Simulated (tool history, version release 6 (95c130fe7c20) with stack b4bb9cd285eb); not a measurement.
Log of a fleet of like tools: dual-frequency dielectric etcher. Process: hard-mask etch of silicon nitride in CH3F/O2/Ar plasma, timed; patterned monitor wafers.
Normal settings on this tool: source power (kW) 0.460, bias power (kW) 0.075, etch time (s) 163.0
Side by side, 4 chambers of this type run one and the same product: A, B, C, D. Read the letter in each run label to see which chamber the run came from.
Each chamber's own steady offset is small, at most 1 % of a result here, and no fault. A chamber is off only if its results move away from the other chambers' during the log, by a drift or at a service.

run	hour	source power (kW)	bias power (kW)	etch time (s)	read-back reference wafer on the same gauge, depth_nm	mean etch depth across the wafer (nm)
1A	9.2	0.460	0.075	163.0	107.00	122.63
2B	17.4	0.460	0.075	163.0	106.98	120.96
3C	21.5	0.460	0.075	163.0	106.95	122.18
4D	26.4	0.460	0.075	163.0	106.93	121.97
5B	33.0	0.460	0.075	163.0	106.91	120.80
6C	38.7	0.460	0.075	163.0	106.96	122.06
7D	47.2	0.460	0.075	163.0	106.86	122.15
8A	51.3	0.460	0.075	163.0	106.89	122.29
9B	55.9	0.460	0.075	163.0	106.87	120.62
# hour 57.7: chamber D: wet clean of the chamber
10D	61.4	0.460	0.075	163.0	106.86	121.91
11A	67.6	0.460	0.075	163.0	106.84	122.08
12C	73.2	0.460	0.075	163.0	106.82	122.02
13D	81.7	0.460	0.075	163.0	106.80	122.01
14A	86.3	0.460	0.075	163.0	106.80	122.34
15C	91.2	0.460	0.075	163.0	106.81	121.87
16B	99.7	0.460	0.075	163.0	106.80	120.71
17C	107.9	0.550	0.094	163.0	106.74	141.10
18B	114.8	0.550	0.094	163.0	106.72	139.65
19D	122.5	0.550	0.094	163.0	106.72	140.86
20A	131.1	0.550	0.094	163.0	106.68	141.52
21A	137.8	0.460	0.075	163.0	106.73	122.08
22D	144.8	0.460	0.075	163.0	106.69	121.63
23B	150.4	0.460	0.075	163.0	106.64	120.60
24C	158.1	0.460	0.075	163.0	106.64	121.88
25A	166.2	0.460	0.075	163.0	106.63	122.01
26C	175.2	0.390	0.075	202.5	106.60	142.15
27D	181.6	0.390	0.075	202.5	106.59	142.10
28B	189.9	0.390	0.075	202.5	106.56	140.44
29B	199.0	0.390	0.075	202.5	106.55	140.62
30C	206.6	0.460	0.075	163.0	106.55	121.51
31D	212.7	0.460	0.075	163.0	106.47	121.60
32A	221.5	0.460	0.075	163.0	106.49	121.82

Next, every chamber runs the same settings. What will each give?
33A	228.3	0.460	0.075	163.0		?
33B	228.3	0.460	0.075	163.0		?
33C	228.3	0.460	0.075	163.0		?
33D	228.3	0.460	0.075	163.0		?

run	mean etch depth across the wafer (nm)
33A	121.90
33B	120.26
33C	121.57
33D	121.57

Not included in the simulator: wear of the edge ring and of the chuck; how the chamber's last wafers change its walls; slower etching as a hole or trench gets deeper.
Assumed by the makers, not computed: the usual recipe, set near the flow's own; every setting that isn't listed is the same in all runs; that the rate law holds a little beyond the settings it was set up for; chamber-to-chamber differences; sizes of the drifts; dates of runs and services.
